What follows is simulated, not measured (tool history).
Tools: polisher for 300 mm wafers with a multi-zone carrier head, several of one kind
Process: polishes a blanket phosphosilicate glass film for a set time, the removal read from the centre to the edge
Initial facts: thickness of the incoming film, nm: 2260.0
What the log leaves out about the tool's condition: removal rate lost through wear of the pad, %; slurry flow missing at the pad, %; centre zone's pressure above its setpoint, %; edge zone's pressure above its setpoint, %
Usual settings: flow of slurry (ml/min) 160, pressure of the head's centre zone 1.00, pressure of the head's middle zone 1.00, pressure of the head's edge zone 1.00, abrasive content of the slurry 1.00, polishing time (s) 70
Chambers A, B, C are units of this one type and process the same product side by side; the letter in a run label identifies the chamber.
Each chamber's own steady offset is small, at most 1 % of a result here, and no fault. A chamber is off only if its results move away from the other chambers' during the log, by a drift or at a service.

run	hour	flow of slurry (ml/min)	pressure of the head's centre zone	pressure of the head's middle zone	pressure of the head's edge zone	abrasive content of the slurry	polishing time (s)	wafers polished on this pad	hours since the slurry nozzle was cleaned	hours since the centre zone pressure was calibrated	hours since the edge zone pressure was calibrated	film removed at the wafer's centre (Å)	film removed at mid-radius (Å)	film removed at the wafer's edge (Å)
# hour 0.7: chamber C: edge zone pressure recalibrated
# hour 5.4: chamber C: worn pad replaced by a new one
1B	7.8	160	1.00	1.00	1.00	1.00	70	1066	378.0	242.0	235.6	6634.1	6744.7	6713.4
# hour 11.4: chamber B: slurry nozzle cleaned
2A	13.0	160	1.00	1.00	1.00	1.00	70	919	168.8	336.8	1173.1	6783.3	6639.1	6822.5
# hour 18.7: chamber A: worn pad replaced by a new one
3C	20.9	160	1.00	1.00	1.00	1.00	70	201	22.1	301.7	20.2	6714.4	6711.7	6653.6
4A	28.4	160	1.00	1.00	1.00	1.00	70	126	184.2	352.2	1188.5	6785.3	6777.2	6736.4
5C	33.3	195	1.00	1.00	1.09	1.00	70	362	34.5	314.1	32.6	6981.3	7048.1	7150.4
# hour 43.3: chamber B: worn pad replaced by a new one
6B	44.0	195	1.00	1.00	1.09	1.00	70	10	32.7	278.2	271.8	7085.2	7042.2	7203.4
7B	52.6	195	1.00	1.00	1.09	1.00	70	121	41.3	286.8	280.4	7112.8	7083.5	7277.4
# hour 54.5: chamber A: centre zone pressure recalibrated
8C	59.8	160	1.00	1.00	1.00	1.00	70	706	61.0	340.6	59.1	6734.1	6758.7	6705.9
9A	65.1	160	1.00	1.00	1.00	1.00	70	603	220.9	10.7	1225.2	6734.9	6706.9	6739.3
10C	75.8	160	1.00	1.00	1.00	1.15	70	914	77.0	356.6	75.1	7224.3	7157.5	7121.0
11B	82.5	160	1.00	1.00	1.00	1.15	70	510	71.2	316.7	310.3	7175.0	7260.3	7172.0
12A	89.4	160	1.00	1.00	1.00	1.15	70	918	245.2	35.0	1249.5	7149.5	7173.0	7140.8
13C	94.1	160	1.00	1.00	1.00	1.00	70	1151	95.3	374.9	93.4	6656.1	6854.0	6694.4
14A	102.9	160	1.00	1.00	1.00	1.00	70	1093	258.7	48.5	1263.0	6705.3	6678.1	6667.2
# hour 111.3: chamber A: worn pad replaced by a new one
15B	113.3	160	1.00	1.00	1.00	1.00	70	909	102.0	347.5	341.1	6670.1	6776.5	6762.9
16B	119.1	160	1.00	1.00	1.08	1.00	70	985	107.8	353.3	346.9	6681.5	6663.5	7006.4
# hour 120.6: chamber C: worn pad replaced by a new one
17A	126.3	160	1.00	1.00	1.08	1.00	70	195	282.1	71.9	1286.4	6799.6	6632.6	7001.6
18C	131.7	160	1.00	1.00	1.08	1.00	70	144	132.9	412.5	131.0	6739.7	6680.4	6935.9
19C	136.8	160	1.00	1.00	1.00	1.00	70	210	138.0	417.6	136.1	6827.5	6637.9	6762.5
# hour 140.2: chamber B: worn pad replaced by a new one
20A	142.5	160	1.04	1.00	1.00	1.00	70	405	298.3	88.1	1302.6	7017.5	6689.1	6590.6
21B	151.4	160	1.04	1.00	1.00	1.00	70	146	140.1	385.6	379.2	6967.9	6687.6	6791.8
22A	159.2	160	1.04	1.00	1.00	1.00	70	622	315.0	104.8	1319.3	7081.6	6647.9	6687.6
23B	168.3	160	1.00	1.00	1.00	1.00	70	366	157.0	402.5	396.1	6759.1	6767.9	6714.3
24C	178.3	160	1.00	1.00	1.00	1.00	70	749	179.5	459.1	177.6	6767.7	6762.0	6650.1
# hour 179.7: chamber C: centre zone pressure recalibrated
25B	183.6	160	1.00	1.00	1.00	1.00	70	564	172.3	417.8	411.4	6779.7	6695.9	6807.7
26A	192.9	160	1.00	1.00	1.00	1.00	70	1060	348.7	138.5	1353.0	6724.1	6733.0	6743.2
# hour 195.9: chamber A: worn pad replaced by a new one
27C	202.1	160	1.00	1.00	1.00	1.00	70	1058	203.3	22.5	201.4	7269.0	6671.6	6696.5
28B	212.6	160	1.00	1.00	1.00	1.00	70	941	201.3	446.8	440.4	6696.8	6805.0	6733.7
29C	220.9	160	1.00	1.00	1.00	1.00	70	1302	222.1	41.3	220.2	7278.4	6714.2	6696.0
# hour 223.0: chamber B: edge zone pressure recalibrated
30A	231.0	160	1.00	1.00	1.00	1.00	70	456	386.8	176.6	1391.1	6757.0	6719.4	6717.6
31A	236.4	160	1.00	1.00	1.00	1.00	70	527	392.2	182.0	1396.5	6696.9	6697.1	6730.5
# hour 237.4: chamber C: worn pad replaced by a new one
32B	242.0	160	1.00	1.04	1.00	1.00	70	1322	230.7	476.2	19.1	6863.7	6935.1	6654.6
33C	249.3	160	1.00	1.04	1.00	1.00	70	155	250.5	69.7	248.6	7291.4	6979.5	6707.3
# hour 250.8: chamber B: worn pad replaced by a new one
34A	257.2	160	1.00	1.04	1.00	1.00	70	797	413.0	202.8	1417.3	6723.0	7059.5	6682.2
35B	266.5	160	1.00	1.00	1.00	1.00	70	204	255.2	500.7	43.6	6736.1	6769.0	6655.7
36C	276.3	160	1.00	1.00	1.00	1.00	70	505	277.5	96.7	275.6	7222.7	6587.9	6716.7
37C	282.6	160	1.00	1.00	1.00	1.00	70	587	283.8	103.0	281.9	7219.0	6837.0	6686.1

Does one chamber stand apart from the rest, does the shared gauge drift, or is all well apart from small per-chamber offsets? Give the chamber and the most likely cause, where there is one.

The work done on chamber C during a service left it standing apart from the others.
Cause: centre zone's pressure above its setpoint, % = 7.12.

Here are 4 candidates for chamber C's next run, each the usual settings with a change, their results left as question marks. Which one brings its results back in line with what the others give on the usual settings?
To be in line, a result may differ from the other chambers' mean on the usual settings by at most: film removed at the wafer's centre (Å) 160.0; film removed at mid-radius (Å) 220.0; film removed at the wafer's edge (Å) 160.0
38C-1	290.2	160	0.98	1.00	1.01	1.00	70					?	?	?
38C-2	290.2	160	1.02	1.00	0.99	1.00	70					?	?	?
38C-3	290.2	155	0.94	1.01	1.02	1.00	70					?	?	?
38C-4	290.2	165	1.06	0.99	0.98	1.00	70					?	?	?

Mean of the other chambers on the usual settings: film removed at the wafer's centre (Å) 6725.5; film removed at mid-radius (Å) 6727.5; film removed at the wafer's edge (Å) 6724.4
run	film removed at the wafer's centre (Å)	film removed at mid-radius (Å)	film removed at the wafer's edge (Å)
38C-1	7139.2	6755.7	6732.6
38C-2	7458.2	6754.3	6661.2
38C-3	6776.8	6780.0	6739.4
38C-4	7823.9	6727.2	6652.3
38C-3 brings the chamber back in line.

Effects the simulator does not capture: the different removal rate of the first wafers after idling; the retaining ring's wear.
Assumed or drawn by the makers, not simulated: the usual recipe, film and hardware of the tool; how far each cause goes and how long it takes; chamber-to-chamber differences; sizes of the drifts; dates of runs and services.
